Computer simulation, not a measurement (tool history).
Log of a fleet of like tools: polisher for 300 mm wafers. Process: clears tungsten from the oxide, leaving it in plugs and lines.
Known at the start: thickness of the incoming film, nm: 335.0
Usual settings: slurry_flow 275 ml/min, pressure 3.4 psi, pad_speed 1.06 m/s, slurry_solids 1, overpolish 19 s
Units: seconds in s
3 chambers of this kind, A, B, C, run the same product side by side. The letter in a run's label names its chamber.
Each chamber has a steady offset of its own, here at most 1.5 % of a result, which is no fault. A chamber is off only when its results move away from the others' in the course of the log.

run,day,slurry_flow,pressure,pad_speed,slurry_solids,overpolish,seconds
# day 0.146: chamber B: slurry tank refilled with fresh slurry and peroxide
# day 0.217: chamber B: worn pad replaced by a new one
1A,0.354,275,3.4,1.06,1,19,66.535
# day 0.488: chamber A: slurry tank refilled with fresh slurry and peroxide
2B,0.704,275,3.4,1.06,1,19,63.52
3C,0.996,275,3.4,1.06,1,19,63.84
# day 1.312: chamber A: worn pad replaced by a new one
4C,1.375,275,3.4,1.06,1,19,66.18
# day 1.475: chamber A: slurry blender recalibrated
5A,1.825,275,3.4,1.06,1,19,65.62
6B,2.25,275,3.4,1.06,1,19,64.833
# day 2.3: chamber C: slurry tank refilled with fresh slurry and peroxide
# day 2.571: chamber B: slurry blender recalibrated
7B,2.667,275,3.4,1.06,1,19,64.31
8A,2.879,275,3.4,1.06,1,19,65.996
# day 3.004: chamber C: slurry blender recalibrated
# day 3.162: chamber C: worn pad replaced by a new one
9C,3.288,275,3.4,1.06,1,19,63.903
10A,3.508,275,3.4,1.06,1,19,65.407
11C,3.833,275,3.4,1.06,1,19,65.182
# day 4.025: chamber B: slurry nozzle cleaned
12B,4.092,275,3.4,1.06,1,19,64.736
13B,4.508,275,3.4,1.06,1,19,63.826
# day 4.517: chamber A: slurry tank refilled with fresh slurry and peroxide
14A,4.833,275,3.4,1.06,1,19,63.274
15C,5.162,275,3.4,1.06,1,19,64.267
# day 5.188: chamber A: head pressure recalibrated
16A,5.633,275,3.4,1.06,1.2,19,72.393
17C,5.925,275,3.4,1.06,1.2,19,61.984
18B,6.175,275,3.4,1.06,1.2,19,61.465
19A,6.442,275,3.4,1.06,1,19,73.494
20C,6.738,275,3.4,1.06,1,19,64.089
21B,7.125,275,3.4,1.06,1,19,63.294
# day 7.233: chamber B: slurry tank refilled with fresh slurry and peroxide
# day 7.325: chamber C: worn pad replaced by a new one
22B,7.346,275,3.4,1.06,1,19,65.46
# day 7.471: chamber C: slurry blender recalibrated
23C,7.638,360,3.4,1.06,1,19,60.901
# day 7.746: chamber C: slurry tank refilled with fresh slurry and peroxide
24A,7.896,360,3.4,1.06,1,19,72.075
25B,8.225,360,3.4,1.06,1,19,64.267
# day 8.467: chamber B: slurry blender recalibrated
# day 8.662: chamber A: slurry tank refilled with fresh slurry and peroxide
# day 8.675: chamber A: worn pad replaced by a new one
# day 8.675: chamber B: worn pad replaced by a new one
26C,8.679,275,3.4,1.06,1,19,64.19
# day 8.971: chamber C: head pressure recalibrated
27A,9.05,275,3.4,1.06,1,19,74.279
28A,9.479,275,3.4,1.06,1,19,73.21
29C,9.742,275,3.4,1.06,1,19,63.818
30B,10.054,275,3.4,0.78,1.2,19,85.685
31B,10.308,275,3.4,0.78,1.2,19,85.702
32C,10.671,275,3.4,0.78,1.2,19,82.732
33A,11.042,275,3.4,1.06,1,19,73.435
34C,11.333,275,3.4,1.06,1,19,64.904
35B,11.721,275,3.4,1.06,1,13,64.074
# day 11.908: chamber C: worn pad replaced by a new one
# day 11.925: chamber C: slurry blender recalibrated
36A,11.971,275,3.4,1.06,1,13,70.86
37B,12.458,275,3.4,1.06,1,13,63.929
38A,12.758,275,3.4,1.06,1,19,72.427
39C,13.138,275,3.4,1.06,1,19,63.22

What goes on in this fleet: one chamber off, a drifting gauge, or nothing beyond the chambers' own small offsets? Name the chamber and the cause, if any.

A service left chamber A off against the others.
Cause: head's pressure below its setpoint, % = 11.

Here are 4 candidates for chamber A's next run, each the usual settings with a change, their results left as question marks. Which one brings its results back in line with what the others give on the usual settings?
In line means no further than this from the other chambers' mean on the usual settings: seconds 4.4 s
40A-1,13.488,275,3.2,0.98,1,19,?
40A-2,13.488,275,3.4,1.34,1.05,19,?
40A-3,13.488,275,3.4,0.82,1,19,?
40A-4,13.488,275,3.6,1.14,1,19,?

The other chambers' mean on the usual settings: seconds 64.214 s
run,seconds
40A-1,85.929
40A-2,58.505
40A-3,96.722
40A-4,65.736
40A-4 brings the chamber back in line.
